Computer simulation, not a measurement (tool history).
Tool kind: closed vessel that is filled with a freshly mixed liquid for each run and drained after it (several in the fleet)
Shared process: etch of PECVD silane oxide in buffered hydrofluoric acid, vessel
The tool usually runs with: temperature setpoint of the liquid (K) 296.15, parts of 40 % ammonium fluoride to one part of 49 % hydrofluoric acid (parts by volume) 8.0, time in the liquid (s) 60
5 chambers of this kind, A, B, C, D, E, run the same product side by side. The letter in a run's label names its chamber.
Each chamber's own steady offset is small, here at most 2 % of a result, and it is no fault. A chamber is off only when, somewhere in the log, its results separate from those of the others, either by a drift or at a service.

run,hour,temperature setpoint of the liquid (K),parts of 40 % ammonium fluoride to one part of 49 % hydrofluoric acid (parts by volume),time in the liquid (s),hours since the thermometer was replaced,hours since the hydrofluoric acid flow meter was replaced,"read-back film thickness of the PECVD silane oxide reference wafer, read on the same gauge (nm)",thickness taken off the PECVD silane oxide on a monitor wafer (angstrom)
1E,4.5,296.15,8.0,60,456.1,1477.0,139.97,3492.6
2B,11.4,296.15,8.0,60,838.1,432.8,139.95,3545.3
3D,18.8,296.15,8.0,60,853.9,1062.8,140.02,3459.1
4C,23.5,296.15,8.0,60,886.4,190.5,140.01,3428.9
5A,27.5,296.15,8.0,60,1598.1,366.9,140.01,3504.1
6A,32.9,296.15,8.0,60,1603.5,372.3,139.99,3520.1
7B,38.4,296.15,8.0,60,865.1,459.8,140.01,3526.6
8D,44.9,296.15,8.0,60,880.0,1088.9,139.97,3412.5
9E,52.8,296.15,8.0,60,504.4,1525.3,140.03,3509.5
10C,58.7,296.15,8.0,60,921.6,225.7,140.00,3494.2
11B,62.6,296.15,8.0,60,889.3,484.0,139.97,3491.1
12A,70.3,293.15,7.0,60,1640.9,409.7,140.02,3412.8
13D,74.7,293.15,7.0,60,909.8,1118.7,140.00,3324.4
14E,79.6,293.15,7.0,60,531.2,1552.1,140.01,3410.2
# hour 80.8: chamber E: hydrofluoric acid flow meter replaced
15C,86.8,293.15,7.0,60,949.7,253.8,139.99,3352.8
16C,94.8,293.15,7.0,60,957.7,261.8,140.01,3308.7
17A,99.9,296.15,8.0,60,1670.5,439.3,139.97,3518.5
18B,105.5,296.15,8.0,60,932.2,526.9,139.99,3517.7
19E,112.6,296.15,8.0,60,564.2,31.9,140.00,3488.9
20D,118.5,296.15,8.0,60,953.6,1162.5,139.99,3421.5
21C,126.9,296.15,8.0,60,989.8,293.9,140.01,3372.3
22E,132.8,296.15,8.0,60,584.4,52.1,139.98,3511.0
23D,140.7,296.15,8.0,60,975.8,1184.7,139.98,3426.6
24A,148.6,296.15,8.0,60,1719.2,488.0,140.00,3475.9
25B,153.2,296.15,8.0,60,979.9,574.6,140.02,3552.8
26E,159.4,296.15,8.0,60,611.0,78.7,139.99,3521.3
27A,163.4,296.15,8.0,60,1734.0,502.8,140.01,3520.4
28C,171.8,296.15,8.0,60,1034.7,338.8,139.94,3217.3
29D,176.5,296.15,8.0,60,1011.6,1220.5,140.01,3403.5
30B,183.0,296.15,10.5,60,1009.7,604.4,139.96,2687.1
31B,189.3,296.15,10.5,60,1016.0,610.7,140.01,2771.3
32E,196.9,296.15,10.5,60,648.5,116.2,139.97,2779.6

What goes on in this fleet: one chamber off, a drifting gauge, or nothing beyond the chambers' own small offsets? Name the chamber and the cause, if any.

One chamber, C, drifts off from the rest bit by bit.
Most likely cause: hydrofluoric acid flow below the setpoint (%) = 9.01.
Not necessarily distinguishable in this log from: liquid colder than its thermometer reads (K).

Which of the 4 candidates below, each the usual settings with something changed and its results left as question marks, puts chamber C back in line with what the other chambers give on the usual settings?
To be in line, a result may differ from the other chambers' mean on the usual settings by at most: thickness taken off the PECVD silane oxide on a monitor wafer (angstrom) 98.0
33C-1,203.0,298.15,8.0,60,,,,?
33C-2,203.0,295.65,8.0,60,,,,?
33C-3,203.0,296.65,8.0,60,,,,?
33C-4,203.0,294.15,8.0,60,,,,?

Usual-settings mean across the other chambers: thickness taken off the PECVD silane oxide on a monitor wafer (angstrom) 3485.4
run,thickness taken off the PECVD silane oxide on a monitor wafer (angstrom)
33C-1,3495.2
33C-2,3056.1
33C-3,3226.6
33C-4,2815.9
The right change is 33C-1: it brings the chamber back within the allowed miss of the others.
